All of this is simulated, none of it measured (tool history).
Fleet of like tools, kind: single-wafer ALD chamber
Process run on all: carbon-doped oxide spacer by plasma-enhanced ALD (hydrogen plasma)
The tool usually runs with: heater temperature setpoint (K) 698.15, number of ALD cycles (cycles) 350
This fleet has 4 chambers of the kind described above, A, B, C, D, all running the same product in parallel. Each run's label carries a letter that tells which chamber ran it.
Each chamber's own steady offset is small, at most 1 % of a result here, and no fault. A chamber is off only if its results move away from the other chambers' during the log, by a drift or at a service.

run,hour,heater temperature setpoint (K),number of ALD cycles (cycles),"read-back reference wafer on the same gauge, thickness_nm",mean film thickness on the monitor wafer (Å)
1D,3,698.15,350,15.405,161.03
2A,7.1,698.15,350,15.394,160.39
3B,10.3,698.15,350,15.398,161.96
4C,13.2,698.15,350,15.397,160.33
5D,16.1,690.15,292,15.399,137.87
6A,19.1,690.15,292,15.405,138.03
7B,24.7,690.15,292,15.401,138.14
8C,29.5,690.15,292,15.397,137.38
9A,35.2,698.15,350,15.396,160.41
10C,39.1,698.15,350,15.394,161.32
11D,42.3,698.15,350,15.403,160.68
12B,45.8,698.15,383,15.411,176.85
13C,48.4,698.15,383,15.398,176.14
14A,53.8,698.15,383,15.408,175.76
# hour 54.7: chamber B: thermocouple changed; heater temperature recalibrated
15B,56.9,698.15,383,15.401,180.13
16D,61.1,698.15,350,15.391,161.14
17B,65.5,698.15,350,15.401,165.05
18D,70,698.15,350,15.389,161.35
19A,75.5,698.15,350,15.396,160.63
20C,79,698.15,350,15.401,160.38
21B,83.6,698.15,350,15.404,164.52
22C,89.1,698.15,350,15.405,160.82
23A,91.8,698.15,350,15.394,159.74
24D,94.5,698.15,350,15.398,160.98
25B,100.2,698.15,350,15.405,164.71
26A,105.8,691.15,350,15.404,163.94
27D,110.2,691.15,350,15.387,164.23
28C,113.3,691.15,350,15.398,164.83
29B,115.9,691.15,350,15.403,168.43
30A,121.2,698.15,350,15.405,160

Predict what each chamber gives when all 4 of them run the settings below next.
31A,125.3,698.15,350,,?
31B,125.3,698.15,350,,?
31C,125.3,698.15,350,,?
31D,125.3,698.15,350,,?

run,mean film thickness on the monitor wafer (Å)
31A,160.94
31B,164.19
31C,160.8
31D,161.08
